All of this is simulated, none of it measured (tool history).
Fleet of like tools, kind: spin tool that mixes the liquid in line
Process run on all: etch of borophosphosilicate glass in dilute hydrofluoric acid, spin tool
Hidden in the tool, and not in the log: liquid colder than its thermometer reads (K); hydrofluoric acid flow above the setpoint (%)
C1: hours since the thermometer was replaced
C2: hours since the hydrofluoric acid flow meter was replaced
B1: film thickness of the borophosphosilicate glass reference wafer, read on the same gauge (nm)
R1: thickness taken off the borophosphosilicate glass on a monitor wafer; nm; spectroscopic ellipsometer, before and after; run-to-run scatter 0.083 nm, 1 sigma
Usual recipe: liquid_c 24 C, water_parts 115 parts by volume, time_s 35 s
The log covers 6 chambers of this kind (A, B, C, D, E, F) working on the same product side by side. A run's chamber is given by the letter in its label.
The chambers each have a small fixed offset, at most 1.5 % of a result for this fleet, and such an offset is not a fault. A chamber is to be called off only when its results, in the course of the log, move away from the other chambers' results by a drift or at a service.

run 1D day=0.221 | liquid_c=24 water_parts=115 time_s=35 | C1=1248.9 C2=1694.7 | B1=30.04 | R1=17.442
run 2F day=0.446 | liquid_c=24 water_parts=115 time_s=35 | C1=431.5 C2=1645 | B1=29.973 | R1=17.348
run 3B day=0.6 | liquid_c=24 water_parts=115 time_s=35 | C1=610 C2=1201.4 | B1=29.992 | R1=17.881
run 4C day=0.888 | liquid_c=24 water_parts=115 time_s=35 | C1=470.2 C2=1743.6 | B1=30.068 | R1=17.327
run 5A day=1.075 | liquid_c=24 water_parts=115 time_s=35 | C1=1080.1 C2=174.1 | B1=29.998 | R1=17.529
run 6E day=1.279 | liquid_c=24 water_parts=115 time_s=35 | C1=818.6 C2=281.7 | B1=30.018 | R1=17.825
run 7D day=1.492 | liquid_c=24 water_parts=115 time_s=35 | C1=1279.4 C2=1725.2 | B1=29.986 | R1=17.435
run 8F day=1.696 | liquid_c=24 water_parts=115 time_s=35 | C1=461.5 C2=1675 | B1=30.014 | R1=17.535
run 9C day=1.908 | liquid_c=24 water_parts=115 time_s=35 | C1=494.7 C2=1768.1 | B1=29.97 | R1=17.284
run 10E day=2.2 | liquid_c=24 water_parts=85 time_s=35 | C1=840.7 C2=303.8 | B1=29.996 | R1=24.898
run 11B day=2.45 | liquid_c=24 water_parts=85 time_s=35 | C1=654.4 C2=1245.8 | B1=29.996 | R1=24.888
run 12A day=2.733 | liquid_c=24 water_parts=85 time_s=35 | C1=1119.9 C2=213.9 | B1=29.998 | R1=24.832
run 13E day=2.933 | liquid_c=24 water_parts=85 time_s=35 | C1=858.3 C2=321.4 | B1=30.019 | R1=24.864
run 14B day=3.096 | liquid_c=24 water_parts=85 time_s=35 | C1=669.9 C2=1261.3 | B1=30.021 | R1=25.029
run 15A day=3.379 | liquid_c=24 water_parts=85 time_s=35 | C1=1135.4 C2=229.4 | B1=30.017 | R1=24.773
run 16C day=3.658 | liquid_c=24 water_parts=145 time_s=45 | C1=536.7 C2=1810.1 | B1=29.963 | R1=17.047
run 17D day=3.867 | liquid_c=24 water_parts=145 time_s=45 | C1=1336.4 C2=1782.2 | B1=30.008 | R1=17.173
run 18F day=4.012 | liquid_c=24 water_parts=145 time_s=45 | C1=517.1 C2=1730.6 | B1=30.037 | R1=17.513
run 19C day=4.271 | liquid_c=24 water_parts=145 time_s=45 | C1=551.4 C2=1824.8 | B1=29.988 | R1=16.957
run 20E day=4.562 | liquid_c=24 water_parts=145 time_s=45 | C1=897.4 C2=360.5 | B1=29.999 | R1=17.743
run 21A day=4.75 | liquid_c=24 water_parts=145 time_s=45 | C1=1168.3 C2=262.3 | B1=29.999 | R1=17.245
-- day=4.758 chamber C: hydrofluoric acid flow meter replaced
run 22D day=4.954 | liquid_c=24 water_parts=115 time_s=35 | C1=1362.5 C2=1808.3 | B1=30.003 | R1=17.435
-- day=5.217 chamber B: thermometer replaced
run 23B day=5.229 | liquid_c=24 water_parts=115 time_s=15 | C1=0.4 C2=1312.5 | B1=29.956 | R1=7.6892
run 24F day=5.438 | liquid_c=24 water_parts=115 time_s=15 | C1=551.3 C2=1764.8 | B1=29.984 | R1=7.7737
run 25A day=5.658 | liquid_c=24 water_parts=115 time_s=15 | C1=1190.1 C2=284.1 | B1=29.97 | R1=7.5601
run 26D day=5.921 | liquid_c=24 water_parts=115 time_s=15 | C1=1385.7 C2=1831.5 | B1=29.976 | R1=7.5147
run 27C day=6.062 | liquid_c=24 water_parts=115 time_s=15 | C1=594.4 C2=31.4 | B1=29.954 | R1=7.3664
run 28E day=6.275 | liquid_c=24 water_parts=115 time_s=15 | C1=938.5 C2=401.6 | B1=29.949 | R1=7.5983
run 29F day=6.412 | liquid_c=24 water_parts=115 time_s=35 | C1=574.7 C2=1788.2 | B1=29.974 | R1=18.084
run 30B day=6.696 | liquid_c=24 water_parts=115 time_s=35 | C1=35.6 C2=1347.7 | B1=29.988 | R1=17.886
run 31E day=6.896 | liquid_c=24 water_parts=115 time_s=35 | C1=953.4 C2=416.5 | B1=29.964 | R1=17.974
run 32A day=7.129 | liquid_c=24 water_parts=115 time_s=35 | C1=1225.4 C2=319.4 | B1=29.982 | R1=17.599
run 33B day=7.408 | liquid_c=24 water_parts=115 time_s=35 | C1=52.7 C2=1364.8 | B1=30.003 | R1=17.897
run 34F day=7.692 | liquid_c=24 water_parts=115 time_s=35 | C1=605.4 C2=1818.9 | B1=29.964 | R1=18.371
-- day=7.717 chamber C: thermometer replaced
run 35D day=7.946 | liquid_c=24 water_parts=115 time_s=35 | C1=1434.3 C2=1880.1 | B1=30.001 | R1=17.716
run 36C day=8.096 | liquid_c=24 water_parts=115 time_s=35 | C1=9.1 C2=80.2 | B1=29.983 | R1=17.332

Predict what each chamber gives when all 6 of them run the settings below next.
run 37A day=8.308 | liquid_c=19.5 water_parts=115 time_s=35 | R1=?
run 37B day=8.308 | liquid_c=19.5 water_parts=115 time_s=35 | R1=?
run 37C day=8.308 | liquid_c=19.5 water_parts=115 time_s=35 | R1=?
run 37D day=8.308 | liquid_c=19.5 water_parts=115 time_s=35 | R1=?
run 37E day=8.308 | liquid_c=19.5 water_parts=115 time_s=35 | R1=?
run 37F day=8.308 | liquid_c=19.5 water_parts=115 time_s=35 | R1=?

run=37A R1=14.689
run=37B R1=15.022
run=37C R1=14.614
run=37D R1=14.576
run=37E R1=14.769
run=37F R1=15.575

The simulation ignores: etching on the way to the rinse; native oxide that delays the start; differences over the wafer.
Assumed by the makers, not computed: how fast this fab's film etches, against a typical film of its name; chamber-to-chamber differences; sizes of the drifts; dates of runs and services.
